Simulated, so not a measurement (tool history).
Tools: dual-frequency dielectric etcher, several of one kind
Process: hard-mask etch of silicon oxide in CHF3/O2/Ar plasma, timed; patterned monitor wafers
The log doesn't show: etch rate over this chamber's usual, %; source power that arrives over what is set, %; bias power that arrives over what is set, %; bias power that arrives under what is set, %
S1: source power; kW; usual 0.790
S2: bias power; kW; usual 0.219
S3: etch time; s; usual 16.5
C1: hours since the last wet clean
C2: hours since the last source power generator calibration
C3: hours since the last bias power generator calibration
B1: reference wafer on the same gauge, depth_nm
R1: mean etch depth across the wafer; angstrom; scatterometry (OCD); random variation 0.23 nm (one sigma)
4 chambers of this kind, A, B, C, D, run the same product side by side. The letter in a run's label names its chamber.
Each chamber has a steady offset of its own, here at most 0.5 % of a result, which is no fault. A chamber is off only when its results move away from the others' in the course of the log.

Run 1D, hour 10.6: usual settings; C1 124.9; C2 1332.1; C3 637.0; B1 35.803. Result: R1 385.64 angstrom.
Run 2B, hour 20.5: usual settings; C1 294.3; C2 2743.8; C3 1270.2; B1 35.810. Result: R1 391.71 angstrom.
Run 3A, hour 35.2: usual settings; C1 229.1; C2 684.5; C3 2647.2; B1 35.711. Result: R1 386.90 angstrom.
Run 4C, hour 49.1: usual settings; C1 394.0; C2 2729.2; C3 570.3; B1 35.829. Result: R1 391.00 angstrom.
Run 5D, hour 63.6: usual settings; C1 177.9; C2 1385.1; C3 690.0; B1 35.852. Result: R1 384.64 angstrom.
Run 6C, hour 73.4: usual settings; C1 418.3; C2 2753.5; C3 594.6; B1 35.786. Result: R1 387.43 angstrom.
Run 7A, hour 80.8: usual settings; C1 274.7; C2 730.1; C3 2692.8; B1 35.809. Result: R1 385.29 angstrom.
Run 8B, hour 91.0: usual settings; C1 364.8; C2 2814.3; C3 1340.7; B1 35.775. Result: R1 387.37 angstrom.
Run 9C, hour 101.2: usual settings but S2 0.237 kW; C1 446.1; C2 2781.3; C3 622.4; B1 35.816. Result: R1 400.48 angstrom.
Run 10B, hour 110.2: usual settings but S2 0.237 kW; C1 384.0; C2 2833.5; C3 1359.9; B1 35.800. Result: R1 400.62 angstrom.
Run 11A, hour 124.7: usual settings but S2 0.237 kW; C1 318.6; C2 774.0; C3 2736.7; B1 35.793. Result: R1 398.45 angstrom.
Run 12D, hour 137.4: usual settings but S2 0.237 kW; C1 251.7; C2 1458.9; C3 763.8; B1 35.800. Result: R1 401.59 angstrom.
Run 13D, hour 146.7: usual settings; C1 261.0; C2 1468.2; C3 773.1; B1 35.808. Result: R1 391.14 angstrom.
At hour 155.4: chamber B: wet clean of the chamber.
Run 14C, hour 160.3: usual settings; C1 505.2; C2 2840.4; C3 681.5; B1 35.813. Result: R1 384.49 angstrom.
Run 15B, hour 168.4: usual settings but S2 0.174 kW; C1 13.0; C2 2891.7; C3 1418.1; B1 35.783. Result: R1 360.65 angstrom.
Run 16A, hour 177.7: usual settings but S2 0.174 kW; C1 371.6; C2 827.0; C3 2789.7; B1 35.825. Result: R1 356.90 angstrom.
Run 17B, hour 185.0: usual settings but S2 0.174 kW; C1 29.6; C2 2908.3; C3 1434.7; B1 35.851. Result: R1 362.46 angstrom.
Run 18C, hour 192.7: usual settings but S2 0.174 kW; C1 537.6; C2 2872.8; C3 713.9; B1 35.776. Result: R1 362.86 angstrom.
Run 19D, hour 202.5: usual settings; C1 316.8; C2 1524.0; C3 828.9; B1 35.847. Result: R1 392.90 angstrom.
At hour 209.3: chamber C: wet clean of the chamber.
Run 20A, hour 216.7: usual settings; C1 410.6; C2 866.0; C3 2828.7; B1 35.797. Result: R1 387.34 angstrom.
Run 21D, hour 228.1: usual settings; C1 342.4; C2 1549.6; C3 854.5; B1 35.775. Result: R1 389.12 angstrom.
Run 22A, hour 240.4: usual settings; C1 434.3; C2 889.7; C3 2852.4; B1 35.816. Result: R1 391.98 angstrom.
Run 23B, hour 250.8: usual settings; C1 95.4; C2 2974.1; C3 1500.5; B1 35.838. Result: R1 384.79 angstrom.
Run 24C, hour 258.2: usual settings; C1 49.0; C2 2938.3; C3 779.4; B1 35.793. Result: R1 386.78 angstrom.
Run 25D, hour 264.8: usual settings; C1 379.1; C2 1586.3; C3 891.2; B1 35.785. Result: R1 396.50 angstrom.
Run 26B, hour 278.3: usual settings but S3 13.0 s; C1 122.9; C2 3001.6; C3 1528.0; B1 35.792. Result: R1 304.63 angstrom.
Run 27C, hour 287.9: usual settings but S3 13.0 s; C1 78.7; C2 2968.0; C3 809.1; B1 35.806. Result: R1 303.28 angstrom.
Run 28A, hour 302.8: usual settings but S3 13.0 s; C1 496.7; C2 952.1; C3 2914.8; B1 35.824. Result: R1 307.10 angstrom.
Run 29D, hour 316.8: usual settings but S3 13.0 s; C1 431.1; C2 1638.3; C3 943.2; B1 35.792. Result: R1 312.47 angstrom.
Run 30A, hour 324.5: usual settings; C1 518.4; C2 973.8; C3 2936.5; B1 35.824. Result: R1 386.14 angstrom.
Run 31B, hour 336.4: usual settings; C1 181.0; C2 3059.7; C3 1586.1; B1 35.770. Result: R1 386.26 angstrom.
Run 32C, hour 347.8: usual settings but S1 0.620 kW, S2 0.180 kW; C1 138.6; C2 3027.9; C3 869.0; B1 35.731. Result: R1 332.77 angstrom.
Run 33A, hour 357.0: usual settings but S1 0.620 kW, S2 0.180 kW; C1 550.9; C2 1006.3; C3 2969.0; B1 35.818. Result: R1 326.52 angstrom.
At hour 357.4: chamber A: wet clean of the chamber.
Run 34B, hour 368.0: usual settings but S1 0.620 kW, S2 0.180 kW; C1 212.6; C2 3091.3; C3 1617.7; B1 35.808. Result: R1 331.39 angstrom.
Run 35C, hour 377.7: usual settings but S1 0.620 kW, S2 0.180 kW; C1 168.5; C2 3057.8; C3 898.9; B1 35.812. Result: R1 329.79 angstrom.
Run 36D, hour 384.2: usual settings; C1 498.5; C2 1705.7; C3 1010.6; B1 35.779. Result: R1 401.57 angstrom.
Run 37A, hour 394.7: usual settings; C1 37.3; C2 1044.0; C3 3006.7; B1 35.804. Result: R1 385.02 angstrom.
Run 38D, hour 406.2: usual settings but S2 0.181 kW; C1 520.5; C2 1727.7; C3 1032.6; B1 35.836. Result: R1 378.36 angstrom.

Is one chamber off against the others, does the gauge drift, or is nothing wrong? If a chamber is off, say which, and what the likeliest cause is.

Chamber D drifts away from the others.
Cause: etch rate over this chamber's usual, % = 4.78.

Here are 4 candidates for chamber D's next run, each the usual settings with a change, their results left as question marks. Which one brings its results back in line with what the others give on the usual settings?
In line means no further than this from the other chambers' mean on the usual settings: R1 8.00 angstrom
Run 39D-1, hour 416.8: usual settings but S2 0.220 kW. Result: R1 ?.
Run 39D-2, hour 416.8: usual settings but S1 0.740 kW, S2 0.206 kW. Result: R1 ?.
Run 39D-3, hour 416.8: usual settings but S1 0.840 kW, S2 0.232 kW. Result: R1 ?.
Run 39D-4, hour 416.8: usual settings but S2 0.218 kW. Result: R1 ?.

The other chambers' mean on the usual settings: R1 387.76 angstrom
  run      R1
39D-1  405.55
39D-2  386.95
39D-3  422.62
39D-4  404.28
39D-2 brings the chamber back in line.

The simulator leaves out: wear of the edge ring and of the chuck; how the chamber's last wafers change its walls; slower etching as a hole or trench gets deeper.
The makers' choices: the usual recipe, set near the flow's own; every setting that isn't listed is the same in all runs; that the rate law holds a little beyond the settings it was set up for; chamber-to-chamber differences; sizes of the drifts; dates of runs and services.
